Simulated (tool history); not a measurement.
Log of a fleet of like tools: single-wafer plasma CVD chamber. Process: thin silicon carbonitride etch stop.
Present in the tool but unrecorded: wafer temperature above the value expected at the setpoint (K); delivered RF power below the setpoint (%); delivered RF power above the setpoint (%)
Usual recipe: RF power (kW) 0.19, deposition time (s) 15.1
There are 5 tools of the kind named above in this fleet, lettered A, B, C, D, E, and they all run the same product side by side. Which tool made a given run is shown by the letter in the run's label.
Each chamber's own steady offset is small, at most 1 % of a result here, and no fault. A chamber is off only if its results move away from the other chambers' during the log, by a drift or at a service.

run	hour	RF power (kW)	deposition time (s)	hours since the last thermocouple change	hours since the last RF generator calibration	read-back reference wafer on the same gauge, thickness_nm	mean film thickness on the monitor wafer (nm)
1E	7.2	0.19	15.1	426	321.2	9.7075	8.4984
2D	16.3	0.19	15.1	969.3	1451.3	9.7139	8.3656
3C	23.4	0.19	15.1	247.2	1703.6	9.7149	8.4497
4A	30	0.19	15.1	1144.6	1344.1	9.7183	8.4899
# hour 39.1: chamber C: RF generator calibrated
5B	39.7	0.19	15.1	2481.6	65	9.717	8.4422
6C	48.5	0.19	15.1	272.3	9.4	9.7201	8.4529
7D	56.7	0.17	15.1	1009.7	1491.7	9.7214	8.1387
8A	65	0.17	15.1	1179.6	1379.1	9.7305	8.2278
9E	73	0.17	15.1	491.8	387	9.7299	8.2322
10B	80.2	0.17	15.1	2522.1	105.5	9.7285	8.1768
11D	87.7	0.17	15.1	1040.7	1522.7	9.7355	8.1483
12C	92.1	0.19	15.1	315.9	53	9.7344	8.4561
13B	97.6	0.19	15.1	2539.5	122.9	9.7344	8.4592
14A	102.4	0.155	16.3	1217	1416.5	9.7367	8.6079
15E	109.8	0.155	16.3	528.6	423.8	9.7406	8.6281
16B	118	0.155	16.3	2559.9	143.3	9.7413	8.5829
17A	126.3	0.155	16.3	1240.9	1440.4	9.7425	8.6348
# hour 134.1: chamber D: thermocouple changed; heater temperature recalibrated
18C	134.3	0.155	16.3	358.1	95.2	9.746	8.5853
19D	139.4	0.19	15.1	5.3	1574.4	9.7447	8.4202
20E	143.9	0.19	15.1	562.7	457.9	9.7493	8.5118
21C	150.3	0.19	15.1	374.1	111.2	9.7524	8.4816
22D	154.6	0.19	17.1	20.5	1589.6	9.7522	9.5299
23B	164.2	0.19	17.1	2606.1	189.5	9.7532	9.5896
24E	171.5	0.19	17.1	590.3	485.5	9.7531	9.6568
25A	176.5	0.19	17.1	1291.1	1490.6	9.7537	9.6061
26A	185.3	0.19	17.1	1299.9	1499.4	9.7583	9.649
27B	194.4	0.16	15.1	2636.3	219.7	9.7626	8.0391
28D	200.8	0.16	15.1	66.7	1635.8	9.7611	8.003
29E	207.9	0.16	15.1	626.7	521.9	9.7659	8.0888
30C	213.7	0.16	15.1	437.5	174.6	9.7665	8.0422
31B	219.5	0.16	15.1	2661.4	244.8	9.7634	8.0601
32C	229.3	0.19	15.1	453.1	190.2	9.7753	8.513
33D	235.8	0.19	15.1	101.7	1670.8	9.7718	8.4517

Predict what each chamber gives when all 5 of them run the settings below next.
34A	242.9	0.19	15.1				?
34B	242.9	0.19	15.1				?
34C	242.9	0.19	15.1				?
34D	242.9	0.19	15.1				?
34E	242.9	0.19	15.1				?

run	mean film thickness on the monitor wafer (nm)
34A	8.4992
34B	8.4569
34C	8.4988
34D	8.4416
34E	8.5352
